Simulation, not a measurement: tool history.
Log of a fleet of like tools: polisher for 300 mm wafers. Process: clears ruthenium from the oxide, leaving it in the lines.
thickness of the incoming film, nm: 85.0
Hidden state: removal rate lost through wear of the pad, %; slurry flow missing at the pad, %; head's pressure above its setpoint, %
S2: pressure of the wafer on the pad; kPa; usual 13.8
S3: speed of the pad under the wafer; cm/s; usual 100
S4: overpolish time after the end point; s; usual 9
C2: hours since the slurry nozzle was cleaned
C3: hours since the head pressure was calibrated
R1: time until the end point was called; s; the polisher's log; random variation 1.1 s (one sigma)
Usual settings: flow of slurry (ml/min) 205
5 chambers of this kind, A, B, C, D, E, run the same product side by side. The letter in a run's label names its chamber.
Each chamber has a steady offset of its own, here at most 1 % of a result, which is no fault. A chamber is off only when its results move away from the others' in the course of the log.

Run 1B, hour 4.0: usual settings; wafers polished on this pad 379; C2 369.5; C3 964.2. Result: R1 71.474 s.
At hour 5.8: chamber B: slurry nozzle cleaned.
Run 2D, hour 8.8: usual settings; wafers polished on this pad 713; C2 501.1; C3 376.2. Result: R1 74.108 s.
Run 3C, hour 14.6: usual settings; wafers polished on this pad 579; C2 618.5; C3 1097.1. Result: R1 70.922 s.
At hour 19.5: chamber C: worn pad replaced by a new one.
Run 4A, hour 22.8: usual settings; wafers polished on this pad 1067; C2 104.9; C3 556.9. Result: R1 69.595 s.
Run 5E, hour 30.1: usual settings but flow of slurry (ml/min) 150, S4 6 s; wafers polished on this pad 333; C2 440.5; C3 655.1. Result: R1 73.762 s.
At hour 35.0: chamber C: slurry nozzle cleaned.
Run 6E, hour 38.7: usual settings but flow of slurry (ml/min) 150, S4 6 s; wafers polished on this pad 379; C2 449.1; C3 663.7. Result: R1 74.208 s.
At hour 41.2: chamber B: worn pad replaced by a new one.
Run 7B, hour 47.3: usual settings but flow of slurry (ml/min) 150, S4 6 s; wafers polished on this pad 32; C2 41.5; C3 1007.5. Result: R1 74.646 s.
Run 8D, hour 52.3: usual settings but flow of slurry (ml/min) 150, S4 6 s; wafers polished on this pad 944; C2 544.6; C3 419.7. Result: R1 74.199 s.
Run 9C, hour 58.2: usual settings but flow of slurry (ml/min) 150, S4 6 s; wafers polished on this pad 206; C2 23.3; C3 1140.7. Result: R1 74.267 s.
At hour 58.5: chamber D: worn pad replaced by a new one.
Run 10A, hour 66.0: usual settings; wafers polished on this pad 1296; C2 148.1; C3 600.1. Result: R1 71.848 s.
Run 11D, hour 71.9: usual settings; wafers polished on this pad 71; C2 564.2; C3 439.3. Result: R1 70.526 s.
Run 12C, hour 75.8: usual settings; wafers polished on this pad 299; C2 40.9; C3 1158.3. Result: R1 70.531 s.
Run 13E, hour 80.3: usual settings; wafers polished on this pad 600; C2 490.7; C3 705.3. Result: R1 73.038 s.
Run 14A, hour 84.8: usual settings; wafers polished on this pad 1396; C2 166.9; C3 618.9. Result: R1 72.020 s.
At hour 86.3: chamber E: head pressure recalibrated.
Run 15B, hour 93.0: usual settings; wafers polished on this pad 275; C2 87.2; C3 1053.2. Result: R1 73.386 s.
At hour 94.6: chamber E: slurry nozzle cleaned.
Run 16D, hour 101.9: usual settings; wafers polished on this pad 230; C2 594.2; C3 469.3. Result: R1 73.822 s.
At hour 102.4: chamber A: worn pad replaced by a new one.
At hour 108.4: chamber D: slurry nozzle cleaned.
Run 17E, hour 108.8: usual settings; wafers polished on this pad 752; C2 14.2; C3 22.6. Result: R1 70.262 s.
Run 18B, hour 112.7: usual settings but flow of slurry (ml/min) 145, S2 9.7 kPa; wafers polished on this pad 380; C2 106.9; C3 1072.9. Result: R1 109.160 s.
Run 19C, hour 120.2: usual settings but flow of slurry (ml/min) 145, S2 9.7 kPa; wafers polished on this pad 535; C2 85.3; C3 1202.7. Result: R1 107.600 s.
At hour 124.7: chamber C: worn pad replaced by a new one.
Run 20A, hour 125.4: usual settings but flow of slurry (ml/min) 145, S2 9.7 kPa; wafers polished on this pad 122; C2 207.5; C3 659.5. Result: R1 110.650 s.
Run 21A, hour 132.7: usual settings but flow of slurry (ml/min) 145, S2 9.7 kPa; wafers polished on this pad 161; C2 214.8; C3 666.8. Result: R1 109.620 s.
Run 22E, hour 138.5: usual settings but flow of slurry (ml/min) 145, S2 9.7 kPa; wafers polished on this pad 909; C2 43.9; C3 52.3. Result: R1 107.730 s.
Run 23C, hour 146.6: usual settings; wafers polished on this pad 116; C2 111.7; C3 1229.1. Result: R1 71.961 s.
At hour 153.7: chamber A: slurry nozzle cleaned.
Run 24B, hour 154.0: usual settings; wafers polished on this pad 599; C2 148.2; C3 1114.2. Result: R1 72.830 s.
At hour 158.5: chamber B: worn pad replaced by a new one.
Run 25D, hour 159.4: usual settings; wafers polished on this pad 536; C2 51.0; C3 526.8. Result: R1 72.580 s.
Run 26C, hour 166.9: usual settings; wafers polished on this pad 224; C2 132.0; C3 1249.4. Result: R1 73.200 s.
Run 27A, hour 172.9: usual settings but S3 124 cm/s; wafers polished on this pad 374; C2 19.2; C3 707.0. Result: R1 58.099 s.
At hour 180.6: chamber E: worn pad replaced by a new one.
Run 28D, hour 180.7: usual settings but S3 124 cm/s; wafers polished on this pad 649; C2 72.3; C3 548.1. Result: R1 58.113 s.
Run 29E, hour 188.8: usual settings but S3 124 cm/s; wafers polished on this pad 43; C2 94.2; C3 102.6. Result: R1 59.229 s.
Run 30B, hour 194.9: usual settings but S3 124 cm/s; wafers polished on this pad 193; C2 189.1; C3 1155.1. Result: R1 58.003 s.

Next, every chamber runs the same settings. What will each give?
Run 31A, hour 201.3: usual settings. Result: R1 ?.
Run 31B, hour 201.3: usual settings. Result: R1 ?.
Run 31C, hour 201.3: usual settings. Result: R1 ?.
Run 31D, hour 201.3: usual settings. Result: R1 ?.
Run 31E, hour 201.3: usual settings. Result: R1 ?.

run      R1
31A  72.317
31B  72.201
31C  71.674
31D  71.134
31E  71.761
